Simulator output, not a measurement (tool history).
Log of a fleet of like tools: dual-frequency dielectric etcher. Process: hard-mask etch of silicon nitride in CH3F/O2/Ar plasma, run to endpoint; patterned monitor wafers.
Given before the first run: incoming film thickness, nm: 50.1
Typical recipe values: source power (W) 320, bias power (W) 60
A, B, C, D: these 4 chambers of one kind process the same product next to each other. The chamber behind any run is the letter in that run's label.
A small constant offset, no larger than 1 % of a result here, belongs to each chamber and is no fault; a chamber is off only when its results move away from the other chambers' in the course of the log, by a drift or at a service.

| run | day | source power (W) | bias power (W) | hours since the last wet clean | hours since the last source power generator calibration | hours since the last bias power generator calibration | endpoint time (s) |
|---|---|---|---|---|---|---|---|
| 1B | 0.167 | 320 | 60 | 108.6 | 741.8 | 77.2 | 83.864 |
| 2C | 0.442 | 320 | 60 | 100.1 | 75.7 | 1598.7 | 84.485 |
| 3A | 0.675 | 320 | 60 | 369.7 | 287.7 | 3019.7 | 82.617 |
| 4D | 0.817 | 320 | 60 | 251.3 | 1041.7 | 3688 | 84.257 |
| 5B | 1.021 | 320 | 60 | 129.1 | 762.3 | 97.7 | 83.519 |
| 6D | 1.167 | 320 | 60 | 259.7 | 1050.1 | 3696.4 | 84.275 |
| 7C | 1.371 | 320 | 60 | 122.4 | 98 | 1621 | 83.339 |
| 8A | 1.646 | 320 | 60 | 393 | 311 | 3043 | 82.843 |
| 9C | 1.829 | 320 | 60 | 133.4 | 109 | 1632 | 83.711 |
| 10B | 1.979 | 320 | 60 | 152.1 | 785.3 | 120.7 | 84.148 |
| 11A | 2.204 | 320 | 60 | 406.4 | 324.4 | 3056.4 | 83.501 |
| 12D | 2.408 | 320 | 60 | 289.5 | 1079.9 | 3726.2 | 84.949 |
| 13D | 2.621 | 320 | 60 | 294.6 | 1085 | 3731.3 | 84.454 |
| 14A | 2.788 | 320 | 60 | 420.4 | 338.4 | 3070.4 | 83.227 |
| 15B | 2.938 | 320 | 60 | 175.1 | 808.3 | 143.7 | 84.084 |
| 16C | 3.171 | 250 | 60 | 165.6 | 141.2 | 1664.2 | 91.915 |
| 17A | 3.325 | 250 | 60 | 433.3 | 351.3 | 3083.3 | 91.683 |
| 18B | 3.629 | 250 | 60 | 191.7 | 824.9 | 160.3 | 92.034 |
| 19C | 3.804 | 250 | 60 | 180.8 | 156.4 | 1679.4 | 92.001 |
| 20D | 4.075 | 320 | 60 | 329.5 | 1119.9 | 3766.2 | 84.393 |
| 21D | 4.317 | 320 | 60 | 335.3 | 1125.7 | 3772 | 84.471 |
| 22B | 4.596 | 320 | 60 | 214.9 | 848.1 | 183.5 | 82.971 |
|  | 4.754 | chamber D: wet clean of the chamber |
| 23C | 4.825 | 320 | 60 | 205.3 | 180.9 | 1703.9 | 83.214 |
| 24A | 5.104 | 320 | 60 | 476 | 394 | 3126 | 83.806 |
| 25C | 5.296 | 320 | 60 | 216.6 | 192.2 | 1715.2 | 83.663 |
| 26B | 5.475 | 320 | 60 | 236 | 869.2 | 204.6 | 83.67 |
| 27D | 5.767 | 320 | 60 | 24.3 | 1160.5 | 3806.8 | 84.205 |
| 28A | 6.025 | 320 | 60 | 498.1 | 416.1 | 3148.1 | 83.02 |

Decide between three cases: one chamber stands off from its peers, the gauge reading all wafers drifts, or nothing is wrong past each chamber's small offset. Where a chamber is off, say which and what most likely put it there.

No chamber stands off beyond its own small offset, and the gauge holds steady.
